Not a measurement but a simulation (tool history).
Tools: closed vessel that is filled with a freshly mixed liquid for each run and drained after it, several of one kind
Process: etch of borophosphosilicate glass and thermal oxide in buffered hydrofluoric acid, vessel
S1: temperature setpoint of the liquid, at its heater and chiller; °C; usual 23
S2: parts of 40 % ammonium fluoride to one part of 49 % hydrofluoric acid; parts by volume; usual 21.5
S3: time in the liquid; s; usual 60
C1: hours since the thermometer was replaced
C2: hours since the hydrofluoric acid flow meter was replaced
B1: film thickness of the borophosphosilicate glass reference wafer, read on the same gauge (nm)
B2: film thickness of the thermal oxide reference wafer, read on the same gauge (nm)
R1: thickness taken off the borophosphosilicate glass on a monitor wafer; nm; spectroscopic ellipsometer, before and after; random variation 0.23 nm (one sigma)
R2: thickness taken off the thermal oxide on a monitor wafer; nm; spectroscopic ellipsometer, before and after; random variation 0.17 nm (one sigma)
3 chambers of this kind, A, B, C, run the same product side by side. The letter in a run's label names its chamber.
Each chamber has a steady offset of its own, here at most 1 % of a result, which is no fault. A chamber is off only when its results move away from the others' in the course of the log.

run 1B hour=4.1 | S1=23 S2=21.5 S3=60 | C1=331.4 C2=989.2 | B1=90.016 B2=40.041 | R1=41.972 R2=31.105
run 2C hour=8.8 | S1=23 S2=21.5 S3=60 | C1=1553.4 C2=782.5 | B1=90.003 B2=40.017 | R1=42.139 R2=31.282
run 3A hour=12.0 | S1=23 S2=21.5 S3=60 | C1=2050.8 C2=509.9 | B1=89.991 B2=39.969 | R1=42.129 R2=31.054
run 4C hour=16.8 | S1=23 S2=21.5 S3=60 | C1=1561.4 C2=790.5 | B1=89.995 B2=39.990 | R1=42.488 R2=31.263
run 5A hour=22.4 | S1=23 S2=21.5 S3=60 | C1=2061.2 C2=520.3 | B1=89.984 B2=39.973 | R1=42.455 R2=30.956
run 6B hour=26.7 | S1=25 S2=21.5 S3=60 | C1=354.0 C2=1011.8 | B1=90.023 B2=39.990 | R1=46.920 R2=34.690
run 7A hour=32.3 | S1=25 S2=21.5 S3=60 | C1=2071.1 C2=530.2 | B1=90.046 B2=40.013 | R1=46.961 R2=34.424
run 8B hour=37.2 | S1=25 S2=21.5 S3=60 | C1=364.5 C2=1022.3 | B1=90.049 B2=40.035 | R1=47.250 R2=34.949
run 9C hour=40.6 | S1=23 S2=21.5 S3=60 | C1=1585.2 C2=814.3 | B1=90.002 B2=40.041 | R1=42.260 R2=31.104
run 10B hour=45.8 | S1=23 S2=21.5 S3=60 | C1=373.1 C2=1030.9 | B1=89.987 B2=40.012 | R1=42.254 R2=31.123
-- hour=48.6 chamber A: thermometer replaced
run 11A hour=49.2 | S1=23 S2=21.5 S3=60 | C1=0.6 C2=547.1 | B1=90.009 B2=39.970 | R1=42.568 R2=30.910
run 12C hour=54.8 | S1=23 S2=21.5 S3=60 | C1=1599.4 C2=828.5 | B1=90.010 B2=39.990 | R1=42.701 R2=30.900
run 13C hour=60.1 | S1=23 S2=21.5 S3=60 | C1=1604.7 C2=833.8 | B1=90.031 B2=40.011 | R1=42.180 R2=31.385
run 14B hour=65.9 | S1=23 S2=21.5 S3=60 | C1=393.2 C2=1051.0 | B1=89.997 B2=39.940 | R1=42.406 R2=31.104
run 15A hour=72.3 | S1=23 S2=18.5 S3=60 | C1=23.7 C2=570.2 | B1=89.989 B2=39.972 | R1=48.283 R2=35.491
run 16B hour=76.3 | S1=23 S2=18.5 S3=60 | C1=403.6 C2=1061.4 | B1=89.996 B2=39.991 | R1=48.009 R2=35.082
-- hour=79.3 chamber A: hydrofluoric acid flow meter replaced
run 17A hour=81.3 | S1=23 S2=18.5 S3=60 | C1=32.7 C2=2.0 | B1=89.965 B2=40.014 | R1=48.346 R2=35.392
run 18C hour=86.0 | S1=23 S2=26.0 S3=60 | C1=1630.6 C2=859.7 | B1=90.014 B2=40.004 | R1=36.887 R2=27.304
run 19A hour=90.7 | S1=23 S2=26.0 S3=60 | C1=42.1 C2=11.4 | B1=90.037 B2=39.998 | R1=36.806 R2=27.057
run 20B hour=96.6 | S1=23 S2=26.0 S3=60 | C1=423.9 C2=1081.7 | B1=89.962 B2=39.950 | R1=36.515 R2=27.250
run 21C hour=102.6 | S1=23 S2=21.5 S3=60 | C1=1647.2 C2=876.3 | B1=89.997 B2=40.006 | R1=42.371 R2=31.002
-- hour=108.1 chamber C: thermometer replaced
run 22B hour=108.7 | S1=23 S2=21.5 S3=60 | C1=436.0 C2=1093.8 | B1=89.992 B2=40.020 | R1=42.272 R2=31.274
run 23C hour=115.0 | S1=23 S2=21.5 S3=60 | C1=6.9 C2=888.7 | B1=90.010 B2=40.000 | R1=42.249 R2=31.342
run 24A hour=118.3 | S1=23 S2=21.5 S3=60 | C1=69.7 C2=39.0 | B1=90.035 B2=40.042 | R1=42.244 R2=31.039
run 25A hour=122.4 | S1=23 S2=21.5 S3=60 | C1=73.8 C2=43.1 | B1=89.980 B2=39.964 | R1=41.880 R2=30.871
run 26B hour=126.3 | S1=23 S2=21.5 S3=60 | C1=453.6 C2=1111.4 | B1=90.008 B2=39.993 | R1=42.144 R2=30.949
run 27C hour=132.6 | S1=23 S2=21.5 S3=60 | C1=24.5 C2=906.3 | B1=89.977 B2=40.028 | R1=42.449 R2=30.987
run 28C hour=135.7 | S1=23 S2=21.5 S3=60 | C1=27.6 C2=909.4 | B1=90.024 B2=40.015 | R1=42.273 R2=30.853
run 29A hour=138.7 | S1=23 S2=21.5 S3=60 | C1=90.1 C2=59.4 | B1=90.016 B2=39.976 | R1=42.136 R2=30.990
run 30B hour=144.7 | S1=23 S2=21.5 S3=60 | C1=472.0 C2=1129.8 | B1=89.990 B2=40.016 | R1=42.148 R2=31.210
run 31A hour=148.0 | S1=23 S2=21.5 S3=60 | C1=99.4 C2=68.7 | B1=89.994 B2=40.023 | R1=42.503 R2=30.691
run 32B hour=154.4 | S1=23 S2=21.5 S3=60 | C1=481.7 C2=1139.5 | B1=90.006 B2=39.967 | R1=42.159 R2=31.259
run 33C hour=159.0 | S1=23 S2=21.5 S3=60 | C1=50.9 C2=932.7 | B1=90.014 B2=40.022 | R1=42.636 R2=31.159
run 34C hour=165.5 | S1=23 S2=21.5 S3=60 | C1=57.4 C2=939.2 | B1=90.042 B2=39.997 | R1=42.444 R2=31.151
run 35B hour=169.8 | S1=23 S2=21.5 S3=60 | C1=497.1 C2=1154.9 | B1=89.993 B2=40.038 | R1=42.356 R2=31.131
run 36A hour=174.1 | S1=23 S2=21.5 S3=60 | C1=125.5 C2=94.8 | B1=89.987 B2=40.023 | R1=42.248 R2=30.766
run 37B hour=180.0 | S1=23 S2=21.5 S3=60 | C1=507.3 C2=1165.1 | B1=90.004 B2=40.012 | R1=42.062 R2=31.193
run 38C hour=185.5 | S1=23 S2=21.5 S3=60 | C1=77.4 C2=959.2 | B1=90.018 B2=39.973 | R1=42.369 R2=31.082
run 39A hour=188.4 | S1=23 S2=21.5 S3=60 | C1=139.8 C2=109.1 | B1=89.966 B2=40.033 | R1=41.753 R2=31.038
run 40A hour=192.9 | S1=23 S2=21.5 S3=60 | C1=144.3 C2=113.6 | B1=89.994 B2=39.948 | R1=42.293 R2=31.036
run 41B hour=196.2 | S1=23 S2=21.5 S3=60 | C1=523.5 C2=1181.3 | B1=90.018 B2=40.018 | R1=41.891 R2=31.146
run 42C hour=200.9 | S1=23 S2=21.5 S3=60 | C1=92.8 C2=974.6 | B1=89.976 B2=39.993 | R1=42.603 R2=31.284

What goes on in this fleet: one chamber off, a drifting gauge, or nothing beyond the chambers' own small offsets? Name the chamber and the cause, if any.

No chamber stands off beyond its own small offset, and the gauge holds steady.

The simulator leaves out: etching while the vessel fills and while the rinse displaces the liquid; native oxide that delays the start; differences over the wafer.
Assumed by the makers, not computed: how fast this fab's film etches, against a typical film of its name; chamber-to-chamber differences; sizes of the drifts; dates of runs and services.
